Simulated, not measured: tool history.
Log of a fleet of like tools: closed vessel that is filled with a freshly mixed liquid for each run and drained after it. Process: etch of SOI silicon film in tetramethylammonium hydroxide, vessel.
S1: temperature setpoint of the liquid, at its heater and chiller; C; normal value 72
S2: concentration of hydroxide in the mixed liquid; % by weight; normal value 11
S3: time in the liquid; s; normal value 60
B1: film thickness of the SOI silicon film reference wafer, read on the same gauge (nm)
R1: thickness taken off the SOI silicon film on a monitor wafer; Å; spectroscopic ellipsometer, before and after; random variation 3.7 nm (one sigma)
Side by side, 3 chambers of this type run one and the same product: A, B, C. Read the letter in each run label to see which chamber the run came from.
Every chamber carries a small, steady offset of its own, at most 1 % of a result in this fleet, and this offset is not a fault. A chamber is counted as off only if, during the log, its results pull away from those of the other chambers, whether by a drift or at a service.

Run 1A, hour 6.5: usual settings; B1 89.975. Result: R1 4956.1 Å.
Run 2C, hour 14.3: usual settings; B1 89.983. Result: R1 5039.5 Å.
Run 3B, hour 19.2: usual settings; B1 89.968. Result: R1 4984.1 Å.
Run 4C, hour 24: usual settings; B1 90.027. Result: R1 4915.3 Å.
Run 5B, hour 30.5: usual settings; B1 89.985. Result: R1 4950.7 Å.
Run 6A, hour 38.7: usual settings; B1 90.006. Result: R1 4870.3 Å.
Run 7A, hour 45.1: usual settings but S1 77 C; B1 89.991. Result: R1 6493 Å.
Run 8C, hour 52.2: usual settings but S1 77 C; B1 90.02. Result: R1 6470.5 Å.
Run 9B, hour 61: usual settings but S1 77 C; B1 89.983. Result: R1 6545 Å.
Run 10C, hour 69.7: usual settings; B1 90.011. Result: R1 4914.3 Å.
Run 11A, hour 78.4: usual settings; B1 90.01. Result: R1 4910.3 Å.
Run 12B, hour 88.1: usual settings; B1 89.978. Result: R1 4850.1 Å.
Run 13B, hour 94: usual settings; B1 90.036. Result: R1 4801.3 Å.
Run 14C, hour 102.4: usual settings; B1 90.035. Result: R1 5018.9 Å.
Run 15A, hour 108.1: usual settings; B1 90.045. Result: R1 4873 Å.
Run 16A, hour 113.2: usual settings but S1 68 C, S2 8 % by weight; B1 90.021. Result: R1 4405.3 Å.
Run 17C, hour 119.5: usual settings but S1 68 C, S2 8 % by weight; B1 90.011. Result: R1 4405.3 Å.
Run 18B, hour 127.1: usual settings but S1 68 C, S2 8 % by weight; B1 90.016. Result: R1 4130.3 Å.
Run 19B, hour 136.7: usual settings but S1 79 C, S2 13.5 % by weight; B1 89.996. Result: R1 6439.3 Å.
Run 20A, hour 146.3: usual settings but S1 79 C, S2 13.5 % by weight; B1 90.007. Result: R1 6640.6 Å.

Next, every chamber runs the same settings. What will each give?
Run 21A, hour 153.5: usual settings. Result: R1 ?.
Run 21B, hour 153.5: usual settings. Result: R1 ?.
Run 21C, hour 153.5: usual settings. Result: R1 ?.

run      R1
21A  4895.6
21B  4600.7
21C  4847.8
